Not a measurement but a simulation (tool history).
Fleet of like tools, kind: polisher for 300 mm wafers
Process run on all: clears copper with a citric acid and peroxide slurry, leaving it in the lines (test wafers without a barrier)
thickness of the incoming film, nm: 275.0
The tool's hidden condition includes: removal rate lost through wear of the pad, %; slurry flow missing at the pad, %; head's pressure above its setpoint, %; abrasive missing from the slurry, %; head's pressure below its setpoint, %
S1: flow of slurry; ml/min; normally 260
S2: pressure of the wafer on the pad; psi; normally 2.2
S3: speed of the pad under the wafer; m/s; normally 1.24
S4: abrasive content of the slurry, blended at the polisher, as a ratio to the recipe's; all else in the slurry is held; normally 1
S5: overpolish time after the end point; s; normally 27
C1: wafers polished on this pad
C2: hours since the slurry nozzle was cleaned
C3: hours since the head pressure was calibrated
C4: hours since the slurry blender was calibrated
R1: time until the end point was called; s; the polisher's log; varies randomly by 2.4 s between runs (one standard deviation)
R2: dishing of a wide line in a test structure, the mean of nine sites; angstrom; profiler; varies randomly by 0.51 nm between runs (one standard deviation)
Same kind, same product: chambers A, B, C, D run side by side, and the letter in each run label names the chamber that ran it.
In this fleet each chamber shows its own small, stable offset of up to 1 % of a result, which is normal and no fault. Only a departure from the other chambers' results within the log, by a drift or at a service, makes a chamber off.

Run 1C, day 0.179: usual settings; C1 953; C2 439.5; C3 240.0; C4 333.5. Result: R1 133.38 s, R2 296.92 angstrom.
Run 2D, day 0.304: usual settings; C1 827; C2 278.8; C3 760.4; C4 213.2. Result: R1 139.06 s, R2 296.85 angstrom.
Run 3B, day 0.454: usual settings; C1 266; C2 153.7; C3 342.9; C4 179.2. Result: R1 137.10 s, R2 286.26 angstrom.
At day 0.554: chamber A: slurry blender recalibrated.
Run 4A, day 0.571: usual settings; C1 1298; C2 48.6; C3 293.2; C4 0.4. Result: R1 141.33 s, R2 309.65 angstrom.
Run 5A, day 0.708: usual settings; C1 1314; C2 51.9; C3 296.5; C4 3.7. Result: R1 135.56 s, R2 300.50 angstrom.
Run 6D, day 0.858: usual settings; C1 890; C2 292.1; C3 773.7; C4 226.5. Result: R1 136.75 s, R2 294.35 angstrom.
Run 7C, day 1.038: usual settings; C1 1051; C2 460.1; C3 260.6; C4 354.1. Result: R1 140.37 s, R2 309.32 angstrom.
Run 8B, day 1.146: usual settings; C1 345; C2 170.3; C3 359.5; C4 195.8. Result: R1 139.08 s, R2 294.25 angstrom.
Run 9D, day 1.271: usual settings; C1 937; C2 302.0; C3 783.6; C4 236.4. Result: R1 141.21 s, R2 294.10 angstrom.
Run 10B, day 1.396: usual settings; C1 373; C2 176.3; C3 365.5; C4 201.8. Result: R1 136.95 s, R2 300.62 angstrom.
Run 11A, day 1.504: usual settings; C1 1404; C2 71.0; C3 315.6; C4 22.8. Result: R1 139.22 s, R2 294.46 angstrom.
At day 1.542: chamber C: worn pad replaced by a new one.
At day 1.571: chamber B: slurry blender recalibrated.
Run 12C, day 1.629: usual settings; C1 10; C2 474.3; C3 274.8; C4 368.3. Result: R1 138.17 s, R2 295.46 angstrom.
Run 13A, day 1.825: usual settings; C1 1441; C2 78.7; C3 323.3; C4 30.5. Result: R1 138.52 s, R2 299.15 angstrom.
Run 14D, day 2.017: usual settings; C1 1022; C2 319.9; C3 801.5; C4 254.3. Result: R1 140.01 s, R2 291.85 angstrom.
Run 15B, day 2.208: usual settings but S3 1.66 m/s; C1 466; C2 195.8; C3 385.0; C4 15.3. Result: R1 104.06 s, R2 358.72 angstrom.
Run 16C, day 2.308: usual settings but S3 1.66 m/s; C1 87; C2 490.6; C3 291.1; C4 384.6. Result: R1 105.44 s, R2 368.64 angstrom.
Run 17A, day 2.433: usual settings but S3 1.66 m/s; C1 1510; C2 93.3; C3 337.9; C4 45.1. Result: R1 103.30 s, R2 359.66 angstrom.
Run 18C, day 2.546: usual settings but S3 1.66 m/s; C1 114; C2 496.3; C3 296.8; C4 390.3. Result: R1 105.48 s, R2 365.46 angstrom.
At day 2.600: chamber A: worn pad replaced by a new one.
Run 19B, day 2.717: usual settings; C1 524; C2 208.0; C3 397.2; C4 27.5. Result: R1 142.90 s, R2 299.88 angstrom.
Run 20D, day 2.846: usual settings; C1 1117; C2 339.8; C3 821.4; C4 274.2. Result: R1 141.53 s, R2 290.81 angstrom.
Run 21B, day 3.029: usual settings; C1 560; C2 215.5; C3 404.7; C4 35.0. Result: R1 141.26 s, R2 295.49 angstrom.
At day 3.050: chamber C: slurry blender recalibrated.
Run 22A, day 3.233: usual settings; C1 72; C2 112.5; C3 357.1; C4 64.3. Result: R1 136.85 s, R2 308.89 angstrom.
Run 23C, day 3.408: usual settings; C1 213; C2 517.0; C3 317.5; C4 8.7. Result: R1 140.55 s, R2 306.80 angstrom.
Run 24D, day 3.588: usual settings; C1 1201; C2 357.6; C3 839.2; C4 292.0. Result: R1 136.63 s, R2 293.43 angstrom.
Run 25A, day 3.792: usual settings; C1 136; C2 125.9; C3 370.5; C4 77.7. Result: R1 138.35 s, R2 295.75 angstrom.
Run 26C, day 3.900: usual settings; C1 269; C2 528.8; C3 329.3; C4 20.5. Result: R1 139.19 s, R2 300.38 angstrom.
Run 27B, day 4.054: usual settings; C1 677; C2 240.1; C3 429.3; C4 59.6. Result: R1 142.62 s, R2 301.66 angstrom.
Run 28D, day 4.158: usual settings; C1 1266; C2 371.3; C3 852.9; C4 305.7. Result: R1 139.67 s, R2 305.41 angstrom.
Run 29B, day 4.321: usual settings; C1 707; C2 246.5; C3 435.7; C4 66.0. Result: R1 142.64 s, R2 306.33 angstrom.

One chamber off, gauge drift, or nothing amiss beyond the chambers' own small offsets? If it is a chamber, which one, and what is the likeliest cause?

No chamber is off and the gauge is stable; the differences are just each chamber's small, constant offset.

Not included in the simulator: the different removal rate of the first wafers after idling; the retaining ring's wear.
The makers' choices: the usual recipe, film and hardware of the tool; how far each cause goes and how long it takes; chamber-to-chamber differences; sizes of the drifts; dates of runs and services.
